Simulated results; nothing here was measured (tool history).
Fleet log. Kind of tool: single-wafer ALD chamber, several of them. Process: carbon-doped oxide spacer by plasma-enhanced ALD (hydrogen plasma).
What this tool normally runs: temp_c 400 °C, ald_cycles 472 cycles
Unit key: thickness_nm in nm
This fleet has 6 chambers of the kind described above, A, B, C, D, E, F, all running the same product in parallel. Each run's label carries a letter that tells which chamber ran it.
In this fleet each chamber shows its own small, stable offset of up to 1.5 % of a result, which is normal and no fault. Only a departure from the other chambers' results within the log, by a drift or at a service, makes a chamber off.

| run | hour | temp_c | ald_cycles | read-back reference wafer on the same gauge, thickness_nm | thickness_nm |
|---|---|---|---|---|---|
| 1A | 4 | 400 | 472 | 26.594 | 23.65 |
| 2E | 8.4 | 400 | 472 | 26.604 | 23.762 |
| 3B | 11.3 | 400 | 472 | 26.592 | 23.289 |
| 4D | 14.5 | 400 | 472 | 26.601 | 23.72 |
| 5F | 16.9 | 400 | 472 | 26.579 | 23.747 |
| 6C | 19.3 | 400 | 472 | 26.591 | 23.434 |
| 7A | 24.5 | 400 | 472 | 26.574 | 23.597 |
|  | 29.5 | chamber E: thermocouple changed; heater temperature recalibrated |
| 8B | 29.6 | 400 | 472 | 26.57 | 23.229 |
| 9D | 33.9 | 400 | 472 | 26.555 | 23.763 |
| 10C | 38.6 | 400 | 511 | 26.563 | 25.321 |
| 11F | 41 | 400 | 511 | 26.564 | 25.622 |
| 12E | 45.8 | 400 | 511 | 26.554 | 25.651 |
| 13B | 48.2 | 400 | 511 | 26.561 | 25.098 |
| 14A | 51.6 | 400 | 511 | 26.538 | 25.598 |
| 15D | 54.5 | 400 | 511 | 26.555 | 25.659 |
| 16E | 57.1 | 400 | 472 | 26.54 | 23.707 |
| 17F | 62.3 | 400 | 472 | 26.548 | 23.631 |
| 18C | 64.9 | 400 | 472 | 26.525 | 23.394 |
| 19E | 69.8 | 400 | 558 | 26.533 | 27.971 |
| 20A | 74.7 | 400 | 558 | 26.523 | 27.838 |
| 21B | 79.1 | 400 | 558 | 26.526 | 27.35 |
| 22C | 82.2 | 400 | 558 | 26.515 | 27.7 |
| 23F | 86.8 | 400 | 558 | 26.519 | 27.902 |
| 24D | 90.8 | 400 | 558 | 26.514 | 28.1 |
| 25E | 95.2 | 400 | 472 | 26.497 | 23.638 |
| 26C | 99.1 | 413 | 472 | 26.488 | 22.395 |
| 27A | 102.8 | 413 | 472 | 26.485 | 22.602 |
| 28B | 107 | 413 | 472 | 26.497 | 22.264 |
| 29D | 110.4 | 413 | 472 | 26.483 | 22.79 |
| 30F | 114.7 | 413 | 472 | 26.476 | 22.678 |
| 31B | 119.1 | 413 | 472 | 26.483 | 22.216 |
| 32E | 121.9 | 400 | 472 | 26.459 | 23.659 |
| 33C | 125 | 400 | 472 | 26.472 | 23.316 |
| 34A | 127.9 | 406 | 472 | 26.457 | 23.103 |
| 35F | 130.8 | 406 | 472 | 26.467 | 23.193 |
| 36D | 133.8 | 406 | 472 | 26.464 | 23.259 |
| 37F | 139.2 | 406 | 472 | 26.463 | 23.152 |
| 38E | 143.7 | 406 | 472 | 26.45 | 23.175 |
| 39A | 146.8 | 406 | 472 | 26.45 | 23.109 |
| 40D | 150.7 | 400 | 472 | 26.452 | 23.613 |
| 41B | 154.8 | 400 | 472 | 26.443 | 23.046 |
| 42C | 158.5 | 400 | 472 | 26.448 | 23.322 |
| 43E | 161 | 400 | 472 | 26.42 | 23.592 |

Does one chamber stand apart from the rest, does the shared gauge drift, or is all well apart from small per-chamber offsets? Give the chamber and the most likely cause, where there is one.

No chamber is off; the gauge reading every chamber's wafers drifts, which makes the whole fleet appear to move together.
Cause: gauge reads low (%) = 0.637.
